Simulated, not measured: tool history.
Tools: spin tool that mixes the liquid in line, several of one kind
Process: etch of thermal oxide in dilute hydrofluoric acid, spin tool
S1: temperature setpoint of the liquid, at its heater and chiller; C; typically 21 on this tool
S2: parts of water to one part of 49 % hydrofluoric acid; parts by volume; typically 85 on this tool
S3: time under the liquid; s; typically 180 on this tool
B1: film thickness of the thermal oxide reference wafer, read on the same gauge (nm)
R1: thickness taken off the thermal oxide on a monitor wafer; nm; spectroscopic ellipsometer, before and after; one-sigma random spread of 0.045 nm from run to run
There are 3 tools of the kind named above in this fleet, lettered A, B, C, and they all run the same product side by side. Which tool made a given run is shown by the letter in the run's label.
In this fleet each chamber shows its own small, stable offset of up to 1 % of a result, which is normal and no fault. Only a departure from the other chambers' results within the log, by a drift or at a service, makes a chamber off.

run,hour,S1,S2,S3,B1,R1
1C,11.6,21,85,180,140,8.791
2B,21.3,21,85,180,140.01,8.9285
3A,34.9,21,85,180,140.01,8.8794
4B,49.5,21,85,180,139.98,8.9273
5C,57.1,25.5,85,180,140,10.407
6A,70.4,25.5,85,180,140.01,10.745
7C,81.6,25.5,85,180,140.01,10.541
8B,88.4,21,85,220,140.01,10.87
9A,95.5,21,85,220,140,10.907
10A,110.6,21,85,220,140,10.903
11B,122.5,21,85,180,140.03,8.9404
12C,137.9,23,125,180,140,6.2503
13C,151,23,125,180,140.03,6.1709
14B,165.3,23,125,180,139.99,6.3005
15A,174,21,85,180,139.97,8.8358
16C,181.3,21,85,180,140,8.7044
17A,191.7,21,85,180,140,8.908
18B,199.7,21,85,180,140,9.0263
19B,207.7,21,85,180,139.99,8.9766
20A,215.3,21,85,180,140,8.8769
21C,228.3,21,85,180,140,8.8022
22A,243.3,21,85,180,140.02,8.9144
23C,255.8,17,85,180,140.02,7.4098
24B,268.9,17,85,180,140.01,7.7268
25B,278.5,17,85,180,140.03,7.6564
26C,291,21,85,180,140,8.8872
27A,304,21,85,180,140.02,8.9067
28A,312.2,21,85,180,140.02,8.8695
29C,323.2,21,85,180,140.01,8.7334
30B,332.6,21,85,180,140,9.1854
31A,346.6,17.5,85,180,140,7.6773
32C,357.8,17.5,85,180,140.03,7.6106
33B,367.7,17.5,85,180,139.98,7.9451
34A,379.3,21,85,180,139.97,8.9048
35B,393.4,21,85,180,140.01,9.3814
36C,404.5,21,85,180,139.99,8.8124
# hour 416.5: chamber A: thermometer replaced
37B,417.2,21,85,180,139.99,9.3562
38A,425.9,21,85,180,140.02,8.9324
# hour 426.7: chamber A: hydrofluoric acid flow meter replaced
39C,439.3,26,115,180,140,7.6401
40A,448.3,26,115,180,139.99,7.7279
41C,459.1,26,115,180,139.98,7.6631
42B,472.8,21,85,180,140,9.4374
43A,483.4,21,85,180,140.01,8.8539
44C,493,21,85,180,140.01,8.829

One chamber off, gauge drift, or nothing amiss beyond the chambers' own small offsets? If it is a chamber, which one, and what is the likeliest cause?

It is chamber B that slowly wanders off from its peers.
Cause: hydrofluoric acid flow above the setpoint (%) = 5.41.
The log may not tell that from: liquid hotter than its thermometer reads (K).

Chamber B could run next with any of the 4 candidate recipes listed below; each alters the usual settings, and their results appear as question marks. Which one brings its results back in line with what the other chambers deliver on the usual settings?
In line means no further than this from the other chambers' mean on the usual settings: R1 0.16 nm
45B-1,504.2,21,90,180,,?
45B-2,504.2,21,80,180,,?
45B-3,504.2,21,85,185,,?
45B-4,504.2,21,85,175,,?

Average result of the remaining chambers running the usual settings: R1 8.8423 nm
run,R1
45B-1,8.8661
45B-2,10.106
45B-3,9.7106
45B-4,9.1857
The right change is 45B-1: it brings the chamber back within the allowed miss of the others.
